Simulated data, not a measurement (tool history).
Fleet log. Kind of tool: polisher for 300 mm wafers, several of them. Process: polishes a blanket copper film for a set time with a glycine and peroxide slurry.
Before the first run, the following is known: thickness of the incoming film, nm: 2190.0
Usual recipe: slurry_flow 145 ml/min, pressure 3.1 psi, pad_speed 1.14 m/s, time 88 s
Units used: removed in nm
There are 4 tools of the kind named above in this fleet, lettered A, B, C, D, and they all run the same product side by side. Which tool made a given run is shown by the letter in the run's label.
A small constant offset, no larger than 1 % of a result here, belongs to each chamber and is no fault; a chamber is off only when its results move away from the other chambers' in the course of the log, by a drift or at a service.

Run 1A, hour 2.9: usual settings. Result: removed 619.8 nm.
Run 2C, hour 8.6: usual settings. Result: removed 622.21 nm.
Run 3D, hour 14.1: usual settings. Result: removed 617.72 nm.
Run 4B, hour 18.3: usual settings. Result: removed 608.6 nm.
At hour 22.5: chamber C: worn pad replaced by a new one.
Run 5D, hour 23.3: usual settings. Result: removed 612.04 nm.
Run 6C, hour 28.3: usual settings but slurry_flow 110 ml/min. Result: removed 578.66 nm.
Run 7B, hour 33.8: usual settings but slurry_flow 110 ml/min. Result: removed 588.88 nm.
Run 8A, hour 37.7: usual settings but slurry_flow 110 ml/min. Result: removed 594.54 nm.
At hour 38.6: chamber B: worn pad replaced by a new one.
Run 9D, hour 41.3: usual settings but slurry_flow 110 ml/min. Result: removed 588.69 nm.
Run 10B, hour 46.7: usual settings. Result: removed 617.55 nm.
Run 11C, hour 52.4: usual settings. Result: removed 618.34 nm.
Run 12A, hour 56.8: usual settings. Result: removed 618.36 nm.
Run 13D, hour 60.9: usual settings. Result: removed 617.54 nm.
Run 14B, hour 64.7: usual settings. Result: removed 601.51 nm.
Run 15C, hour 69.8: usual settings. Result: removed 614.8 nm.
Run 16A, hour 72.9: usual settings. Result: removed 628.22 nm.
Run 17B, hour 78.1: usual settings. Result: removed 597.26 nm.
Run 18D, hour 82.4: usual settings. Result: removed 628.56 nm.
Run 19A, hour 85.3: usual settings. Result: removed 622.23 nm.
At hour 86.4: chamber A: worn pad replaced by a new one.
Run 20C, hour 89.4: usual settings. Result: removed 618.68 nm.
Run 21D, hour 92.5: usual settings. Result: removed 611.49 nm.
Run 22C, hour 97.1: usual settings but time 71 s. Result: removed 495.52 nm.
Run 23B, hour 101: usual settings but time 71 s. Result: removed 456.81 nm.
Run 24A, hour 104.1: usual settings but time 71 s. Result: removed 508.08 nm.
Run 25A, hour 106.6: usual settings but time 71 s. Result: removed 494.77 nm.
At hour 107.9: chamber D: worn pad replaced by a new one.
Run 26D, hour 109.9: usual settings. Result: removed 609.61 nm.
Run 27C, hour 113.9: usual settings. Result: removed 612.99 nm.
Run 28B, hour 119.1: usual settings. Result: removed 550.21 nm.

Which is it: a chamber that has drifted or been left off by a service, a gauge drift common to all chambers, or only each chamber's usual small offset? If a chamber is off, name it and its likeliest cause.

Chamber B drifts away from the others.
What lies behind it: slurry flow missing at the pad, % = 41.9.
The log may not separate it from: removal rate lost through wear of the pad, %; head's pressure below its setpoint, %.

Chamber B could run next with any of the 4 candidate recipes listed below; each alters the usual settings, and their results appear as question marks. Which one brings its results back in line with what the other chambers deliver on the usual settings?
A result is in line if it is within this distance of the other chambers' mean on the usual settings: removed 18 nm
Run 29B-1, hour 123.2: usual settings but pad_speed 1.08 m/s. Result: removed ?.
Run 29B-2, hour 123.2: usual settings but slurry_flow 100 ml/min. Result: removed ?.
Run 29B-3, hour 123.2: usual settings but pad_speed 1.16 m/s, time 90 s. Result: removed ?.
Run 29B-4, hour 123.2: usual settings but slurry_flow 150 ml/min, pressure 3.6 psi. Result: removed ?.

Usual-settings mean across the other chambers: removed 620.04 nm
  run  removed
29B-1   516.42
29B-2   474.33
29B-3   561.42
29B-4   620.64
29B-4 puts the chamber back in line with the other chambers.
